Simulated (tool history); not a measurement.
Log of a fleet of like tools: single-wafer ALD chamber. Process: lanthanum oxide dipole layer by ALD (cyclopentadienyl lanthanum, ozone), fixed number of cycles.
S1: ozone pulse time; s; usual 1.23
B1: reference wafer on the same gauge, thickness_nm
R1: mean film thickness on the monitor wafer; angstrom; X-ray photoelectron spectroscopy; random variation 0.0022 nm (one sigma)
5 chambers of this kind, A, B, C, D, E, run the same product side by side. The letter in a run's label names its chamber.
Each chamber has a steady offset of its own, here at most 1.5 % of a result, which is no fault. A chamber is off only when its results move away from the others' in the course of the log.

| run | hour | S1 | B1 | R1 |
|---|---|---|---|---|
| 1A | 8.5 | 1.23 | 0.53478 | 5.2325 |
| 2C | 14.1 | 1.23 | 0.53465 | 5.3395 |
| 3B | 19.0 | 1.23 | 0.53487 | 5.2732 |
| 4E | 23.9 | 1.23 | 0.53486 | 5.3306 |
| 5D | 30.2 | 1.23 | 0.53462 | 5.2108 |
| 6E | 39.1 | 1.23 | 0.53508 | 5.3156 |
| 7C | 44.0 | 1.23 | 0.53523 | 5.3486 |
| 8A | 52.3 | 1.23 | 0.53510 | 5.2460 |
| 9D | 58.1 | 1.23 | 0.53543 | 5.2596 |
| 10B | 65.1 | 1.52 | 0.53480 | 5.5117 |
| 11C | 70.4 | 1.52 | 0.53470 | 5.5447 |
| 12E | 76.5 | 1.52 | 0.53507 | 5.5409 |
| 13B | 81.7 | 1.52 | 0.53452 | 5.4985 |
| 14D | 90.1 | 1.52 | 0.53531 | 5.4714 |
| 15A | 99.4 | 1.23 | 0.53528 | 5.2519 |
| 16E | 105.6 | 1.23 | 0.53449 | 5.2782 |
| 17A | 109.9 | 1.23 | 0.53496 | 5.2624 |
| 18D | 115.3 | 1.23 | 0.53470 | 5.2304 |
| 19C | 121.4 | 1.23 | 0.53534 | 5.3293 |
| 20B | 126.5 | 1.23 | 0.53474 | 5.2961 |
|  | 132.6 | chamber E: ozone generator serviced |
| 21B | 132.6 | 1.23 | 0.53457 | 5.2732 |
| 22D | 141.2 | 1.23 | 0.53497 | 5.2721 |
| 23C | 147.1 | 1.23 | 0.53552 | 5.3684 |
| 24A | 156.8 | 1.23 | 0.53527 | 5.2138 |
| 25E | 165.5 | 1.23 | 0.53454 | 5.2567 |
| 26D | 173.4 | 1.23 | 0.53492 | 5.2482 |
| 27B | 179.1 | 1.23 | 0.53489 | 5.3073 |
| 28A | 188.7 | 1.23 | 0.53516 | 5.2668 |
| 29E | 196.6 | 1.23 | 0.53508 | 5.3077 |
| 30C | 206.1 | 1.23 | 0.53519 | 5.3679 |
| 31D | 211.0 | 1.23 | 0.53516 | 5.2889 |
| 32C | 219.6 | 1.23 | 0.53496 | 5.3565 |
| 33E | 229.4 | 1.23 | 0.53537 | 5.3239 |

Next, every chamber runs the same settings. What will each give?
| 34A | 236.5 | 1.23 |  | ? |
| 34B | 236.5 | 1.23 |  | ? |
| 34C | 236.5 | 1.23 |  | ? |
| 34D | 236.5 | 1.23 |  | ? |
| 34E | 236.5 | 1.23 |  | ? |

| run | R1 |
|---|---|
| 34A | 5.2530 |
| 34B | 5.2882 |
| 34C | 5.3089 |
| 34D | 5.2469 |
| 34E | 5.3032 |
